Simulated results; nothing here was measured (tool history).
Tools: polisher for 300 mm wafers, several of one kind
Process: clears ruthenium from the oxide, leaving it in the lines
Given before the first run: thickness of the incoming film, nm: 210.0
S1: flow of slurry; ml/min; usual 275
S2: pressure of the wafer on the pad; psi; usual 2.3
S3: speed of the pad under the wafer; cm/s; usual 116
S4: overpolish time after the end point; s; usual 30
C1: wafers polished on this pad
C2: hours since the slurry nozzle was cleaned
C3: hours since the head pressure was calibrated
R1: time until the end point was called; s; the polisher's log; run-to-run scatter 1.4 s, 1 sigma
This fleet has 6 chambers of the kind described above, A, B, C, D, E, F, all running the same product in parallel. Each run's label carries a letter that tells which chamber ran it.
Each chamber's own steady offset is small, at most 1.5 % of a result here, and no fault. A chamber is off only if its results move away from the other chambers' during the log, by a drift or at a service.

run   hour   S1   S2   S3  S4    C1     C2     C3      R1
       4.5  -- chamber B: worn pad replaced by a new one
 1E    5.9  275  2.3  116  30   619  537.6  544.8  142.36
 2F     14  275  2.3  116  30   470  238.4  368.8  150.01
 3C   20.7  275  2.3  116  30  1026  216.1     46  147.63
 4A     27  275  2.3  116  30   279    337  794.9  145.24
      29.7  -- chamber E: worn pad replaced by a new one
 5B   33.8  275  2.3  116  30   230  187.7   99.8   145.5
 6D   40.4  275  2.3  116  30   397  413.3  369.2   146.1
 7A   47.9  275  2.3  116  30   443  357.9  815.8  146.49
      55.1  -- chamber C: worn pad replaced by a new one
 8B   56.6  275  2.3  116  30   409  210.5  122.6  147.39
 9C   64.5  275  2.3  116  30    74  259.9   89.8   149.1
10D   74.7  275  2.3  116  30   666  447.6  403.5  146.47
      78.6  -- chamber F: worn pad replaced by a new one
      84.3  -- chamber D: worn pad replaced by a new one
11F   85.1  275  2.3  116  30    51  309.5  439.9  148.67
      85.7  -- chamber E: head pressure recalibrated
      86.8  -- chamber A: slurry nozzle cleaned
12E     93  275  2.3  116  30   497  624.7    7.4  146.65
      96.2  -- chamber B: worn pad replaced by a new one
13C  100.6  275  2.3  116  30   357    296  125.9  144.77
14F  108.5  275  2.3  116  30   235  332.9  463.3   149.9
15E  115.5  275  2.3  116  30   673  647.2   29.9  146.28
16D  121.2  275  2.3  116  30   289  494.1    450   145.5
17A  126.5  275  1.9  116  13  1060   39.8  894.4  178.96
18B  131.8  275  1.9  116  13   279  285.7  197.8  175.72
     134.5  -- chamber A: worn pad replaced by a new one
     136.8  -- chamber C: slurry nozzle cleaned
19D  140.7  275  1.9  116  13   443  513.6  469.5  180.42
     148.4  -- chamber E: worn pad replaced by a new one
20B  148.8  275  1.9  116  13   413  302.7  214.8  179.08
21E  154.6  275  1.9  116  13    48  686.3     69  177.29
     160.6  -- chamber D: slurry nozzle cleaned
22F    162  275  1.9  116  13   655  386.4  516.8  178.57
23A  166.5  275  2.3  116  30   251   79.8  934.4  147.86
     168.5  -- chamber B: worn pad replaced by a new one
24C    175  275  2.3  116  30   941   38.3  200.3  149.35
25B  181.8  275  2.3  116  30   104  335.7  247.8  145.72
     187.2  -- chamber D: head pressure recalibrated
     188.3  -- chamber D: worn pad replaced by a new one
26A  190.8  275  2.3  116  30   442  104.1  958.7  147.73
     196.3  -- chamber F: worn pad replaced by a new one
27D  199.5  195  2.3  132  30    88   38.9   12.3  135.52
     204.7  -- chamber E: slurry nozzle cleaned
28C  206.5  195  2.3  132  30  1189   69.8  231.8  136.06
29F  211.5  195  2.3  132  30   120  435.9  566.3  137.44
       213  -- chamber C: worn pad replaced by a new one
30E  219.9  195  2.3  132  30   561   15.2  134.3  134.15
31F  225.9  195  2.3  132  30   233  450.3  580.7  135.93
32A  231.3  195  2.3  132  30   760  144.6  999.2  136.76
33E  239.4  275  2.3  116  30   714   34.7  153.8  148.02
34D  249.6  275  2.3  116  30   481     89   62.4  147.85
     252.9  -- chamber B: worn pad replaced by a new one
35B  258.1  275  2.3  116  30    41    412  324.1  146.12
36C    263  275  2.3  116  30   392  126.3  288.3  147.76
37F  268.3  275  2.3  116  30   566  492.7  623.1  147.94
38C  276.7  275  2.3  116  30   500    140    302  149.86
39B  286.1  275  2.3  116  30   261    440  352.1  145.11

Each of the 6 chambers runs these same settings next. Fill in every chamber's results:
40A  293.6  275  2.3  116  30               ?
40B  293.6  275  2.3  116  30               ?
40C  293.6  275  2.3  116  30               ?
40D  293.6  275  2.3  116  30               ?
40E  293.6  275  2.3  116  30               ?
40F  293.6  275  2.3  116  30               ?

run      R1
40A  149.31
40B  146.13
40C  147.55
40D  146.77
40E  145.35
40F  148.89

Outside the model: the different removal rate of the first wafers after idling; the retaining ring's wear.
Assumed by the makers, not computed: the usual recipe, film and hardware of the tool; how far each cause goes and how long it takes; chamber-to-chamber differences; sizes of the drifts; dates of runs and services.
